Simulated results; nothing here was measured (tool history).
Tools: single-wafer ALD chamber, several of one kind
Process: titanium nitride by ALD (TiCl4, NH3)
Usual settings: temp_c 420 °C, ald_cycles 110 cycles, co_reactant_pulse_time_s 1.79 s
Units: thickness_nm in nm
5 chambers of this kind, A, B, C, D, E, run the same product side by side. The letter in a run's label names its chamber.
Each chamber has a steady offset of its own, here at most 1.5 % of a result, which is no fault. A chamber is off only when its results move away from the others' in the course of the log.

| run | hour | temp_c | ald_cycles | co_reactant_pulse_time_s | read-back reference wafer on the same gauge, thickness_nm | thickness_nm |
|---|---|---|---|---|---|---|
| 1B | 7.4 | 420 | 110 | 1.79 | 2.5100 | 2.4246 |
| 2E | 18.0 | 420 | 110 | 1.79 | 2.5108 | 2.4365 |
| 3C | 29.1 | 420 | 110 | 1.79 | 2.5113 | 2.4542 |
| 4D | 39.8 | 420 | 110 | 1.79 | 2.5110 | 2.4003 |
| 5A | 48.2 | 420 | 110 | 1.79 | 2.5112 | 2.4183 |
| 6B | 56.4 | 420 | 110 | 1.79 | 2.5108 | 2.4274 |
| 7E | 62.6 | 420 | 110 | 1.79 | 2.5116 | 2.4360 |
| 8D | 69.0 | 420 | 110 | 1.79 | 2.5122 | 2.4040 |
| 9C | 76.6 | 420 | 110 | 1.79 | 2.5117 | 2.4521 |
| 10A | 81.5 | 420 | 110 | 1.79 | 2.5118 | 2.4198 |
| 11C | 90.8 | 420 | 110 | 1.79 | 2.5129 | 2.4545 |
| 12D | 98.8 | 420 | 110 | 1.79 | 2.5120 | 2.4039 |
| 13E | 108.4 | 420 | 110 | 1.79 | 2.5131 | 2.4331 |
| 14A | 114.6 | 420 | 110 | 1.79 | 2.5133 | 2.4221 |
| 15B | 125.1 | 420 | 110 | 1.79 | 2.5132 | 2.4294 |
| 16E | 134.4 | 420 | 122 | 1.79 | 2.5148 | 2.7020 |
| 17D | 143.8 | 420 | 122 | 1.79 | 2.5144 | 2.6719 |
| 18C | 155.0 | 420 | 122 | 1.79 | 2.5147 | 2.7183 |
| 19B | 165.8 | 420 | 122 | 1.79 | 2.5143 | 2.6937 |
| 20A | 172.9 | 420 | 122 | 1.79 | 2.5147 | 2.6846 |
| 21D | 182.1 | 420 | 110 | 1.79 | 2.5153 | 2.4101 |
| 22C | 189.7 | 420 | 110 | 1.79 | 2.5155 | 2.4484 |
| 23B | 196.5 | 420 | 110 | 1.79 | 2.5153 | 2.4312 |
|  | 198.7 | chamber E: thermocouple changed; heater temperature recalibrated |
| 24A | 204.3 | 420 | 110 | 1.79 | 2.5161 | 2.4207 |
| 25E | 212.8 | 420 | 110 | 1.79 | 2.5165 | 2.4384 |
| 26A | 221.0 | 420 | 110 | 1.79 | 2.5159 | 2.4230 |
|  | 226.5 | chamber B: thermocouple changed; heater temperature recalibrated |
| 27C | 227.6 | 420 | 110 | 1.79 | 2.5163 | 2.4538 |
| 28E | 233.5 | 420 | 110 | 1.79 | 2.5168 | 2.4439 |
| 29B | 244.5 | 420 | 110 | 1.79 | 2.5174 | 2.4285 |
| 30D | 255.8 | 420 | 110 | 1.79 | 2.5168 | 2.4104 |
| 31C | 263.4 | 420 | 110 | 1.79 | 2.5174 | 2.4572 |
| 32D | 273.6 | 420 | 110 | 1.14 | 2.5176 | 2.3733 |
| 33A | 283.1 | 420 | 110 | 1.14 | 2.5176 | 2.3889 |
| 34B | 292.1 | 420 | 110 | 1.14 | 2.5187 | 2.3954 |
| 35E | 303.2 | 420 | 110 | 1.14 | 2.5188 | 2.3995 |
| 36B | 311.0 | 420 | 110 | 1.14 | 2.5189 | 2.3905 |
| 37C | 318.1 | 420 | 110 | 1.79 | 2.5191 | 2.4589 |
| 38E | 324.2 | 410 | 92 | 1.79 | 2.5194 | 2.0334 |
| 39A | 331.6 | 410 | 92 | 1.79 | 2.5193 | 2.0199 |
| 40D | 342.3 | 410 | 92 | 1.79 | 2.5198 | 2.0097 |
| 41B | 352.8 | 410 | 92 | 1.79 | 2.5203 | 2.0273 |
| 42D | 359.4 | 410 | 92 | 1.79 | 2.5199 | 2.0077 |

Next, every chamber runs the same settings. What will each give?
| 43A | 367.6 | 420 | 110 | 2.01 |  | ? |
| 43B | 367.6 | 420 | 110 | 2.01 |  | ? |
| 43C | 367.6 | 420 | 110 | 2.01 |  | ? |
| 43D | 367.6 | 420 | 110 | 2.01 |  | ? |
| 43E | 367.6 | 420 | 110 | 2.01 |  | ? |

| run | thickness_nm |
|---|---|
| 43A | 2.4338 |
| 43B | 2.4468 |
| 43C | 2.4698 |
| 43D | 2.4194 |
| 43E | 2.4536 |
